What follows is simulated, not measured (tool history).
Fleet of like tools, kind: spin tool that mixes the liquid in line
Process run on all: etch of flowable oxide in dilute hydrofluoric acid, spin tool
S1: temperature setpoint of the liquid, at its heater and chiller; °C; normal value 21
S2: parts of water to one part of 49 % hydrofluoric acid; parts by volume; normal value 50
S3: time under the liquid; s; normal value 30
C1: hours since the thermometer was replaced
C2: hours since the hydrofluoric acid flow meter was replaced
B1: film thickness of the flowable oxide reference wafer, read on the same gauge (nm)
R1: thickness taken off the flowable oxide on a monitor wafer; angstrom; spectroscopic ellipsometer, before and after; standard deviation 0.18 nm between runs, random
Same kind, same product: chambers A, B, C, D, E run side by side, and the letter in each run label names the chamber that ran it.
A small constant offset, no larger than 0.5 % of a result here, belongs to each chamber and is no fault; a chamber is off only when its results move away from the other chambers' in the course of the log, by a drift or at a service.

{"run": "1D", "hour": 9.7, "S1": 21, "S2": 50, "S3": 30, "C1": 716, "C2": 591.9, "B1": 90.009, "R1": 278.69}
{"run": "2E", "hour": 16.1, "S1": 21, "S2": 50, "S3": 30, "C1": 81.9, "C2": 911.1, "B1": 89.981, "R1": 278.8}
{"run": "3A", "hour": 25.6, "S1": 21, "S2": 50, "S3": 30, "C1": 1653.4, "C2": 1125, "B1": 90.03, "R1": 275.74}
{"run": "4B", "hour": 34.8, "S1": 21, "S2": 50, "S3": 30, "C1": 326.2, "C2": 258.5, "B1": 89.965, "R1": 278.01}
{"run": "5C", "hour": 41.8, "S1": 21, "S2": 50, "S3": 30, "C1": 757.3, "C2": 869.4, "B1": 89.977, "R1": 273.28}
{"run": "6E", "hour": 54.2, "S1": 21, "S2": 50, "S3": 30, "C1": 120, "C2": 949.2, "B1": 89.979, "R1": 276.8}
{"run": "7A", "hour": 62.4, "S1": 21, "S2": 50, "S3": 30, "C1": 1690.2, "C2": 1161.8, "B1": 90.026, "R1": 278.48}
{"run": "8B", "hour": 72.5, "S1": 24.5, "S2": 70, "S3": 30, "C1": 363.9, "C2": 296.2, "B1": 89.996, "R1": 223.14}
{"run": "9D", "hour": 83.6, "S1": 24.5, "S2": 70, "S3": 30, "C1": 789.9, "C2": 665.8, "B1": 90.002, "R1": 223.69}
{"run": "10C", "hour": 91.0, "S1": 24.5, "S2": 70, "S3": 30, "C1": 806.5, "C2": 918.6, "B1": 89.995, "R1": 220.95}
{"run": "11D", "hour": 98.4, "S1": 24.5, "S2": 70, "S3": 30, "C1": 804.7, "C2": 680.6, "B1": 90.006, "R1": 222.24}
{"run": "12E", "hour": 104.7, "S1": 24.5, "S2": 70, "S3": 30, "C1": 170.5, "C2": 999.7, "B1": 89.988, "R1": 222.48}
{"run": "13B", "hour": 118.4, "S1": 21, "S2": 50, "S3": 30, "C1": 409.8, "C2": 342.1, "B1": 89.988, "R1": 277.6}
{"run": "14A", "hour": 125.6, "S1": 21, "S2": 50, "S3": 30, "C1": 1753.4, "C2": 1225, "B1": 89.98, "R1": 275.25}
{"run": "15C", "hour": 137.0, "S1": 21, "S2": 50, "S3": 30, "C1": 852.5, "C2": 964.6, "B1": 90.005, "R1": 276.76}
{"run": "16B", "hour": 145.8, "S1": 21, "S2": 50, "S3": 30, "C1": 437.2, "C2": 369.5, "B1": 89.992, "R1": 275.13}
{"run": "17A", "hour": 157.1, "S1": 21, "S2": 50, "S3": 30, "C1": 1784.9, "C2": 1256.5, "B1": 90.004, "R1": 278.77}
{"run": "18D", "hour": 164.9, "S1": 21, "S2": 50, "S3": 30, "C1": 871.2, "C2": 747.1, "B1": 90.005, "R1": 278.47}
{"hour": 173.7, "done": "chamber A: hydrofluoric acid flow meter replaced"}
{"run": "19C", "hour": 179.1, "S1": 21, "S2": 50, "S3": 30, "C1": 894.6, "C2": 1006.7, "B1": 90.017, "R1": 275.25}
{"run": "20E", "hour": 188.2, "S1": 18.5, "S2": 50, "S3": 30, "C1": 254, "C2": 1083.2, "B1": 90.003, "R1": 250.16}
{"run": "21E", "hour": 195.0, "S1": 18.5, "S2": 50, "S3": 30, "C1": 260.8, "C2": 1090, "B1": 90.029, "R1": 246.38}
{"run": "22C", "hour": 204.3, "S1": 18.5, "S2": 50, "S3": 30, "C1": 919.8, "C2": 1031.9, "B1": 90.011, "R1": 246.33}
{"hour": 206.7, "done": "chamber E: hydrofluoric acid flow meter replaced"}
{"run": "23D", "hour": 218.2, "S1": 18.5, "S2": 50, "S3": 30, "C1": 924.5, "C2": 800.4, "B1": 89.963, "R1": 248.8}
{"run": "24A", "hour": 227.4, "S1": 18.5, "S2": 50, "S3": 30, "C1": 1855.2, "C2": 53.7, "B1": 89.994, "R1": 251.42}
{"run": "25B", "hour": 236.3, "S1": 21, "S2": 50, "S3": 30, "C1": 527.7, "C2": 460, "B1": 90.003, "R1": 270.5}
{"run": "26A", "hour": 247.8, "S1": 21, "S2": 50, "S3": 30, "C1": 1875.6, "C2": 74.1, "B1": 90.009, "R1": 280.07}
{"run": "27C", "hour": 255.1, "S1": 21, "S2": 30, "S3": 30, "C1": 970.6, "C2": 1082.7, "B1": 90.033, "R1": 473.27}
{"run": "28D", "hour": 266.0, "S1": 21, "S2": 30, "S3": 30, "C1": 972.3, "C2": 848.2, "B1": 90.015, "R1": 475.07}
{"run": "29E", "hour": 276.2, "S1": 21, "S2": 30, "S3": 30, "C1": 342, "C2": 69.5, "B1": 90, "R1": 474.78}
{"hour": 283.3, "done": "chamber A: thermometer replaced"}
{"run": "30B", "hour": 286.0, "S1": 21, "S2": 30, "S3": 30, "C1": 577.4, "C2": 509.7, "B1": 89.962, "R1": 454.05}
{"run": "31C", "hour": 295.4, "S1": 21, "S2": 30, "S3": 30, "C1": 1010.9, "C2": 1123, "B1": 90, "R1": 472.96}
{"run": "32E", "hour": 306.7, "S1": 21, "S2": 50, "S3": 30, "C1": 372.5, "C2": 100, "B1": 89.995, "R1": 276.58}
{"run": "33B", "hour": 318.2, "S1": 21, "S2": 50, "S3": 30, "C1": 609.6, "C2": 541.9, "B1": 90.018, "R1": 268.64}
{"run": "34D", "hour": 327.3, "S1": 21, "S2": 50, "S3": 30, "C1": 1033.6, "C2": 909.5, "B1": 89.989, "R1": 278.91}
{"run": "35A", "hour": 335.0, "S1": 21, "S2": 50, "S3": 30, "C1": 51.8, "C2": 161.3, "B1": 90.02, "R1": 276.03}
{"run": "36A", "hour": 341.3, "S1": 21, "S2": 50, "S3": 30, "C1": 58.1, "C2": 167.6, "B1": 89.963, "R1": 276.95}
{"run": "37C", "hour": 353.4, "S1": 21, "S2": 50, "S3": 30, "C1": 1068.9, "C2": 1181, "B1": 89.993, "R1": 275.37}
{"run": "38D", "hour": 367.5, "S1": 21, "S2": 50, "S3": 30, "C1": 1073.8, "C2": 949.7, "B1": 90.003, "R1": 272.96}
{"run": "39E", "hour": 377.5, "S1": 21, "S2": 50, "S3": 30, "C1": 443.3, "C2": 170.8, "B1": 89.991, "R1": 280.69}
{"run": "40B", "hour": 389.5, "S1": 21, "S2": 50, "S3": 30, "C1": 680.9, "C2": 613.2, "B1": 89.987, "R1": 263.96}
{"run": "41A", "hour": 396.5, "S1": 22.5, "S2": 60, "S3": 30, "C1": 113.3, "C2": 222.8, "B1": 89.982, "R1": 246.82}
{"run": "42E", "hour": 409.5, "S1": 22.5, "S2": 60, "S3": 30, "C1": 475.3, "C2": 202.8, "B1": 90.003, "R1": 242.19}
{"run": "43B", "hour": 417.3, "S1": 22.5, "S2": 60, "S3": 30, "C1": 708.7, "C2": 641, "B1": 89.979, "R1": 226.95}
{"run": "44C", "hour": 426.9, "S1": 22.5, "S2": 60, "S3": 30, "C1": 1142.4, "C2": 1254.5, "B1": 90.022, "R1": 239.36}

All 5 chambers run these settings next. Forecast each chamber's results:
{"run": "45A", "hour": 437.0, "S1": 25, "S2": 50, "S3": 30, "R1": "?"}
{"run": "45B", "hour": 437.0, "S1": 25, "S2": 50, "S3": 30, "R1": "?"}
{"run": "45C", "hour": 437.0, "S1": 25, "S2": 50, "S3": 30, "R1": "?"}
{"run": "45D", "hour": 437.0, "S1": 25, "S2": 50, "S3": 30, "R1": "?"}
{"run": "45E", "hour": 437.0, "S1": 25, "S2": 50, "S3": 30, "R1": "?"}

run=45A R1=329.35
run=45B R1=302.97
run=45C R1=324.54
run=45D R1=324.72
run=45E R1=323.82
